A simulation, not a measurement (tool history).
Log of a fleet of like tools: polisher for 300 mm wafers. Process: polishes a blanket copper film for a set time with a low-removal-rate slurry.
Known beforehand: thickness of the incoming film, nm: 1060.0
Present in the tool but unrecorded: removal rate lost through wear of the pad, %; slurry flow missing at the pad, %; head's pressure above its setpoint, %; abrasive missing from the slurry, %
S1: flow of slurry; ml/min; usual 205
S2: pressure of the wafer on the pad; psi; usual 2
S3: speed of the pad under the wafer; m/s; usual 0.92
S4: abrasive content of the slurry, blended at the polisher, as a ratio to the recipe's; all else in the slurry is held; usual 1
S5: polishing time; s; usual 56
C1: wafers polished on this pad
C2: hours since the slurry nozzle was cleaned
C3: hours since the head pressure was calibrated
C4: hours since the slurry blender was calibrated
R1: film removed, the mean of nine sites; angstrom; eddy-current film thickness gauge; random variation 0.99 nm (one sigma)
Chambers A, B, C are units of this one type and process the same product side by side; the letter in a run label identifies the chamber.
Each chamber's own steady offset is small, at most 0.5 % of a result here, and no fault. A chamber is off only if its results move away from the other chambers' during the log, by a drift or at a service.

run	hour	S1	S2	S3	S4	S5	C1	C2	C3	C4	R1
1B	13.8	205	2	0.92	1	56	845	377.3	551.2	41.5	1096.8
# hour 18.3: chamber A: slurry blender recalibrated
2C	24.3	205	2	0.92	1	56	802	311.3	50.6	94.8	1109.4
# hour 35: chamber B: worn pad replaced by a new one
3A	38.7	205	2	0.92	1	56	561	506.3	382	20.5	1084.9
4B	53.8	205	2	0.92	1	56	234	417.3	591.2	81.5	1072.2
5C	66.9	205	2	0.92	1	56	1333	353.9	93.2	137.4	1067
# hour 77.9: chamber A: worn pad replaced by a new one
6A	83.1	205	2	0.92	1	56	65	550.7	426.4	64.9	1076.1
7B	97	205	2	0.92	1	56	773	460.5	634.4	124.7	1091.6
# hour 103: chamber B: slurry nozzle cleaned
8C	108.9	205	2	0.92	1	56	1857	395.9	135.2	179.4	1081.7
# hour 113: chamber C: slurry nozzle cleaned
# hour 119.1: chamber B: worn pad replaced by a new one
9A	123.9	205	2	0.92	1	56	574	591.5	467.2	105.7	1065.4
# hour 127.2: chamber A: slurry blender recalibrated
10A	131.2	205	2	0.92	1	56	665	598.8	474.5	4.1	1067.5
11C	141.4	205	2	0.92	1	56	2263	28.5	167.7	211.9	1063.4
12B	148.5	205	2	0.92	1	56	367	45.5	685.9	176.2	1080.4
13A	159.2	205	2	0.92	1	56	1014	626.8	502.5	32.1	1075.6
14B	172.9	205	2	0.92	1	56	672	69.9	710.3	200.6	1067.2
# hour 178.6: chamber A: worn pad replaced by a new one
15C	181.6	205	2	0.92	1	56	2764	68.7	207.9	252.1	1069.4
16A	196.7	205	2	0.92	1	56	226	664.3	540	69.6	1073
# hour 203.3: chamber B: worn pad replaced by a new one
17B	208.7	205	2	0.92	1.3	50	67	105.7	746.1	236.4	1038.2
18C	220.1	205	2	0.92	1.3	50	3244	107.2	246.4	290.6	995.07
# hour 232.1: chamber A: slurry blender recalibrated
19A	233.2	205	2	0.92	1.3	50	681	700.8	576.5	1.1	1008.2
20C	242.4	205	2	0.92	1	56	3522	129.5	268.7	312.9	1041.7
# hour 243.8: chamber B: head pressure recalibrated
21B	251.1	205	2	0.92	1	45	596	148.1	7.3	278.8	864.65
# hour 254: chamber C: head pressure recalibrated
22A	258.3	205	2	0.92	1	45	994	725.9	601.6	26.2	874.66
23C	269.9	205	2	0.92	1	45	3865	157	16	340.4	858.24
# hour 276.7: chamber A: worn pad replaced by a new one
24B	285.9	205	2	0.92	1	56	1030	182.9	42.1	313.6	1053.9
# hour 289: chamber C: slurry blender recalibrated
25B	301.4	205	2	0.92	1	56	1223	198.4	57.6	329.1	1070.8
# hour 307.5: chamber B: worn pad replaced by a new one
26A	309	170	2	0.92	1.1	56	403	776.6	652.3	76.9	1079.5
27C	323.8	170	2	0.92	1.1	56	4538	210.9	69.9	34.9	1038
28B	334	170	2	0.92	1.1	56	330	231	90.2	361.7	1062.4
# hour 344.7: chamber A: slurry blender recalibrated
29C	348	205	2.6	1.06	1	56	4840	235.1	94.1	59.1	1560.1
30A	357	205	2.6	1.06	1	56	1001	824.6	700.3	12.3	1638.9
31C	366.7	205	2.6	1.06	1	56	5073	253.8	112.8	77.8	1553.5
# hour 371.3: chamber A: worn pad replaced by a new one
32B	374.8	205	2	0.92	1	56	839	271.8	131	402.5	1072.3
33A	385	205	2	0.92	1	56	171	852.6	728.3	40.3	1069.9
# hour 387.2: chamber A: slurry nozzle cleaned
34B	401.5	205	2	0.92	1	56	1172	298.5	157.7	429.2	1073.1
# hour 402.1: chamber B: worn pad replaced by a new one
35C	415	205	2	0.92	1	62	5675	302.1	161.1	126.1	1151.2
# hour 428.7: chamber B: slurry blender recalibrated
36A	429.2	205	2	0.92	1	62	722	42.1	772.5	84.5	1191.1
37C	440.2	205	2	0.92	1	62	5990	327.3	186.3	151.3	1118.2
# hour 451.8: chamber A: worn pad replaced by a new one
38B	454.6	205	2	0.92	1	56	655	351.6	210.8	25.9	1075.2
39A	464.2	205	1.5	0.92	1.3	56	155	77.1	807.5	119.5	855.75

Each of the 3 chambers runs these same settings next. Fill in every chamber's results:
40A	476	205	2	0.92	1	56					?
40B	476	205	2	0.92	1	56					?
40C	476	205	2	0.92	1	56					?

run	R1
40A	1074.9
40B	1094
40C	1025

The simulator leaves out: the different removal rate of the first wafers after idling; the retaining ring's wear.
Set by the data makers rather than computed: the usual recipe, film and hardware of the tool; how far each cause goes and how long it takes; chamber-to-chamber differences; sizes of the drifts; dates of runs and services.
